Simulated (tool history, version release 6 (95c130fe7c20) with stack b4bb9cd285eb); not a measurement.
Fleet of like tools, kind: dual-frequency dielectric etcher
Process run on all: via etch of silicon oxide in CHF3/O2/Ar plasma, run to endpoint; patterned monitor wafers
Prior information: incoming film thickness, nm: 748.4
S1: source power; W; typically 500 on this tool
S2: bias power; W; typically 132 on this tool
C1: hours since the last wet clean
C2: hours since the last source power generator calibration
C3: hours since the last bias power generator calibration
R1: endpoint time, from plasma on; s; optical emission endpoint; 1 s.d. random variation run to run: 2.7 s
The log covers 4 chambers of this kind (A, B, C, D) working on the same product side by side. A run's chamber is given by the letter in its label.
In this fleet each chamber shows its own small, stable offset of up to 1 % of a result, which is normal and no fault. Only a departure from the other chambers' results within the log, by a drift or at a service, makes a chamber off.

run,hour,S1,S2,C1,C2,C3,R1
1D,6.3,500,132,488.8,1491.9,1107.9,452.4
2C,13,500,132,315.4,2383,2262.4,453.55
3B,18.8,500,132,239.6,2152.6,376.4,455.32
4A,28.6,500,132,95.3,3279.9,2472.5,450.97
5A,36.1,500,132,102.8,3287.4,2480,451.22
6B,44.8,500,132,265.6,2178.6,402.4,450
7D,51.2,500,132,533.7,1536.8,1152.8,455.54
8C,58.3,500,132,360.7,2428.3,2307.7,455.16
# hour 60.9: chamber D: wet clean of the chamber
# hour 64.5: chamber C: wet clean of the chamber
9C,68.3,500,132,3.8,2438.3,2317.7,455.44
10A,74.9,500,132,141.6,3326.2,2518.8,450.31
11D,82.3,500,132,21.4,1567.9,1183.9,448.52
12B,88.4,500,132,309.2,2222.2,446,449.91
13C,100.8,500,132,36.3,2470.8,2350.2,452.37
14A,107.6,500,132,174.3,3358.9,2551.5,450.67
15D,118.7,500,132,57.8,1604.3,1220.3,451.16
16B,127.8,500,132,348.6,2261.6,485.4,455.26
17A,134.8,500,132,201.5,3386.1,2578.7,451.41
18C,147.1,500,132,82.6,2517.1,2396.5,451.01
19D,158.7,500,132,97.8,1644.3,1260.3,456.32
20B,170.1,500,132,390.9,2303.9,527.7,450.11
21D,182.2,410,164,121.3,1667.8,1283.8,450.04
22A,192,410,164,258.7,3443.3,2635.9,449.91
23C,201.6,410,164,137.1,2571.6,2451,455.42
24B,211.2,410,164,432,2345,568.8,455.12
# hour 216.3: chamber B: wet clean of the chamber
25C,217.9,500,155,153.4,2587.9,2467.3,428.67
26A,230.2,500,155,296.9,3481.5,2674.1,430.09
27B,240.9,500,155,24.6,2374.7,598.5,426.92
28D,252.3,500,155,191.4,1737.9,1353.9,429.02
29D,257.8,500,132,196.9,1743.4,1359.4,450.86
30A,263.6,500,132,330.3,3514.9,2707.5,453.06

Is one chamber out of step, is the gauge drifting, or do the chambers differ by no more than their own small offsets? For an off chamber, give its letter and the likeliest cause.

Beyond each chamber's small constant offset nothing stands out, and the gauge stays steady.

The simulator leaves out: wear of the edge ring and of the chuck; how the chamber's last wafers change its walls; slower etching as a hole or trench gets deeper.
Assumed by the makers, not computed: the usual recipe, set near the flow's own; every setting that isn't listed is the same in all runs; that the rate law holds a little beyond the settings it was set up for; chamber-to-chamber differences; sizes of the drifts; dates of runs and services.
